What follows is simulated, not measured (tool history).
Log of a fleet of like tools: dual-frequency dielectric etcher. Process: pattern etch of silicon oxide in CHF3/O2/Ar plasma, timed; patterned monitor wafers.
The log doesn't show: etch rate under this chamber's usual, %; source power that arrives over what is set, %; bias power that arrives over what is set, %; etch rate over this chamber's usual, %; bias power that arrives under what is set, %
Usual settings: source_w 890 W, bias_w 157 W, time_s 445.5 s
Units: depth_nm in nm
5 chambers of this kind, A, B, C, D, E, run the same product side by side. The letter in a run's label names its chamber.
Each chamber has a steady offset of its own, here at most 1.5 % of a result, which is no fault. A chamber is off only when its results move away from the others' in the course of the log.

| run | day | source_w | bias_w | time_s | hours since the last wet clean | hours since the last source power generator calibration | hours since the last bias power generator calibration | read-back reference wafer on the same gauge, depth_nm | depth_nm |
|---|---|---|---|---|---|---|---|---|---|
| 1C | 0.538 | 890 | 157 | 445.5 | 240.4 | 1385.6 | 1511.7 | 1113 | 977.7 |
| 2E | 1.033 | 890 | 157 | 445.5 | 467 | 1499.5 | 1026.9 | 1113.1 | 992.93 |
| 3A | 1.508 | 890 | 157 | 445.5 | 46.2 | 2721.6 | 2365.9 | 1113 | 985.19 |
| 4D | 1.821 | 890 | 157 | 445.5 | 83.5 | 1733.3 | 3763.7 | 1113.4 | 983.44 |
| 5B | 2.342 | 890 | 157 | 445.5 | 258.9 | 1331.8 | 2702.9 | 1113 | 987.24 |
| 6D | 2.621 | 890 | 157 | 445.5 | 102.7 | 1752.5 | 3782.9 | 1113.3 | 981.66 |
| 7B | 3 | 890 | 157 | 445.5 | 274.7 | 1347.6 | 2718.7 | 1112.9 | 985.92 |
| 8E | 3.346 | 890 | 157 | 445.5 | 522.5 | 1555 | 1082.4 | 1112.8 | 993.58 |
| 9A | 3.621 | 890 | 157 | 367.5 | 96.9 | 2772.3 | 2416.6 | 1112.6 | 808.77 |
| 10C | 3.925 | 890 | 157 | 367.5 | 321.7 | 1466.9 | 1593 | 1113.2 | 803.33 |
| 11D | 4.162 | 890 | 157 | 367.5 | 139.7 | 1789.5 | 3819.9 | 1112.7 | 808.3 |
| 12A | 4.604 | 890 | 157 | 367.5 | 120.5 | 2795.9 | 2440.2 | 1113.2 | 808.46 |
| 13E | 5.129 | 890 | 157 | 367.5 | 565.3 | 1597.8 | 1125.2 | 1113.3 | 820.15 |
| 14C | 5.575 | 890 | 128 | 349 | 361.3 | 1506.5 | 1632.6 | 1113.3 | 716.2 |
| 15B | 5.967 | 890 | 128 | 349 | 345.9 | 1418.8 | 2789.9 | 1112.6 | 725.55 |
| 16E | 6.362 | 890 | 128 | 349 | 594.9 | 1627.4 | 1154.8 | 1113.4 | 729.06 |
| 17A | 6.733 | 890 | 128 | 349 | 171.6 | 2847 | 2491.3 | 1112.7 | 723.49 |
| 18D | 7.054 | 890 | 128 | 349 | 209.1 | 1858.9 | 3889.3 | 1112.8 | 723.07 |
| 19B | 7.317 | 890 | 157 | 445.5 | 378.3 | 1451.2 | 2822.3 | 1112 | 988.56 |
| 20C | 7.775 | 890 | 157 | 445.5 | 414.1 | 1559.3 | 1685.4 | 1112.8 | 968.2 |
| 21C | 8.1 | 890 | 157 | 445.5 | 421.9 | 1567.1 | 1693.2 | 1112.6 | 966.61 |
|  | 8.167 | chamber B: wet clean of the chamber |
| 22B | 8.446 | 890 | 157 | 445.5 | 6.8 | 1478.3 | 2849.4 | 1113.3 | 986.31 |
| 23D | 8.754 | 890 | 157 | 445.5 | 249.9 | 1899.7 | 3930.1 | 1113.2 | 979.55 |
| 24A | 9.275 | 890 | 157 | 445.5 | 232.6 | 2908 | 2552.3 | 1112.9 | 982.6 |
| 25E | 9.629 | 890 | 157 | 445.5 | 673.3 | 1705.8 | 1233.2 | 1113.5 | 990.15 |
|  | 9.858 | chamber E: wet clean of the chamber |
| 26C | 10.125 | 890 | 157 | 445.5 | 470.5 | 1615.7 | 1741.8 | 1113.3 | 964.33 |
| 27A | 10.625 | 890 | 175 | 445.5 | 265 | 2940.4 | 2584.7 | 1113 | 1017.6 |
| 28E | 10.912 | 890 | 175 | 445.5 | 25.4 | 1736.6 | 1264 | 1112.5 | 1028.4 |
|  | 11.171 | chamber D: bias power generator calibrated |
| 29D | 11.279 | 890 | 175 | 445.5 | 310.5 | 1960.3 | 2.6 | 1113.6 | 1017.6 |
| 30B | 11.662 | 890 | 175 | 445.5 | 84 | 1555.5 | 2926.6 | 1112.9 | 1018.8 |
| 31A | 12 | 890 | 175 | 445.5 | 298 | 2973.4 | 2617.7 | 1113.1 | 1018.4 |
| 32B | 12.379 | 890 | 157 | 445.5 | 101.2 | 1572.7 | 2943.8 | 1113.3 | 985.68 |
| 33C | 12.812 | 890 | 157 | 445.5 | 535 | 1680.2 | 1806.3 | 1112.6 | 958.05 |
| 34E | 13.204 | 890 | 157 | 445.5 | 80.4 | 1791.6 | 1319 | 1113.1 | 988.5 |
| 35D | 13.458 | 890 | 157 | 445.5 | 362.8 | 2012.6 | 54.9 | 1113.2 | 979.48 |
| 36E | 13.883 | 890 | 157 | 445.5 | 96.7 | 1807.9 | 1335.3 | 1113.2 | 990.98 |

Next, every chamber runs the same settings. What will each give?
| 37A | 14.275 | 1010 | 157 | 445.5 |  |  |  |  | ? |
| 37B | 14.275 | 1010 | 157 | 445.5 |  |  |  |  | ? |
| 37C | 14.275 | 1010 | 157 | 445.5 |  |  |  |  | ? |
| 37D | 14.275 | 1010 | 157 | 445.5 |  |  |  |  | ? |
| 37E | 14.275 | 1010 | 157 | 445.5 |  |  |  |  | ? |

| run | depth_nm |
|---|---|
| 37A | 1032.8 |
| 37B | 1036.8 |
| 37C | 1004.1 |
| 37D | 1030.3 |
| 37E | 1040 |
